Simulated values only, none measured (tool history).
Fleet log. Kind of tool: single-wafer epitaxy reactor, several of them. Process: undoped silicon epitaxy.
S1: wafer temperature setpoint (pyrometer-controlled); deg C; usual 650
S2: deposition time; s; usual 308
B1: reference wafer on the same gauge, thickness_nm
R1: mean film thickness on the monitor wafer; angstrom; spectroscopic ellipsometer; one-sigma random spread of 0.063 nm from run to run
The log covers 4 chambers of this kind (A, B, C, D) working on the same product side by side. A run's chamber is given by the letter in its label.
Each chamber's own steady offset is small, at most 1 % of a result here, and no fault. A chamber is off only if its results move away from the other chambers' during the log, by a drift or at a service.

run,hour,S1,S2,B1,R1
1B,10.7,650,308,49.895,518.31
2C,17.5,650,308,49.89,518.29
3D,30.3,650,308,49.887,512
4A,38,650,308,49.88,517.39
5C,49.8,650,308,49.884,519.87
6B,61.7,650,308,49.869,517.33
7D,74.3,650,308,49.865,512.4
8A,83.8,650,308,49.849,515.57
9A,96,650,308,49.857,516.17
10C,110.1,650,308,49.834,517.77
11B,118,650,308,49.819,518.57
12D,124.7,650,308,49.844,511.76
# hour 129.9: chamber D: pyrometer calibrated
13A,136.7,650,308,49.81,516.38
14D,146.9,650,308,49.824,510.79
15B,155.3,650,308,49.831,519.01
16C,168.4,650,308,49.817,517.6
17B,176.1,650,308,49.822,518.11
18A,186,650,308,49.806,515.33
19D,200.6,650,308,49.787,510.62
20C,210.4,650,308,49.8,518.82
21D,218.2,650,308,49.767,511.67
22A,232.9,650,308,49.761,515.24
# hour 234.8: chamber C: pyrometer calibrated
23C,239.8,650,308,49.755,518.3
24B,253.7,650,308,49.779,518.32
25B,265.3,636,308,49.746,378.89
26C,273.8,636,308,49.756,379.82
27D,281.8,636,308,49.733,372.92
28A,291.6,636,308,49.759,375.99
29D,300.8,650,308,49.733,509.32
30B,308.3,650,308,49.738,517.19
31C,321.3,650,308,49.722,517.97
32A,335.6,650,308,49.716,514.92
33B,349.9,641,264,49.696,362.16
34C,364.3,641,264,49.693,363.87
35D,373,641,264,49.704,357.43
# hour 376.2: chamber B: pyrometer calibrated
36A,387.6,641,264,49.695,360.69
37A,397.7,650,308,49.684,514.35
38C,408.1,650,308,49.655,516.62
39B,415.3,650,308,49.657,515.91
40D,422.5,660,284,49.671,585.13
41C,429.7,660,284,49.667,594.19
42B,441.1,660,284,49.669,591.77

Read the log: is a single chamber off, either drifting away or since a service, is the gauge that measures every chamber drifting, or is nothing wrong beyond small per-chamber offsets? Name any odd chamber and what most likely caused it.

Gauge drift. The chambers move together only on paper, and none stands off.
Cause: gauge reads low (%) = 0.496.
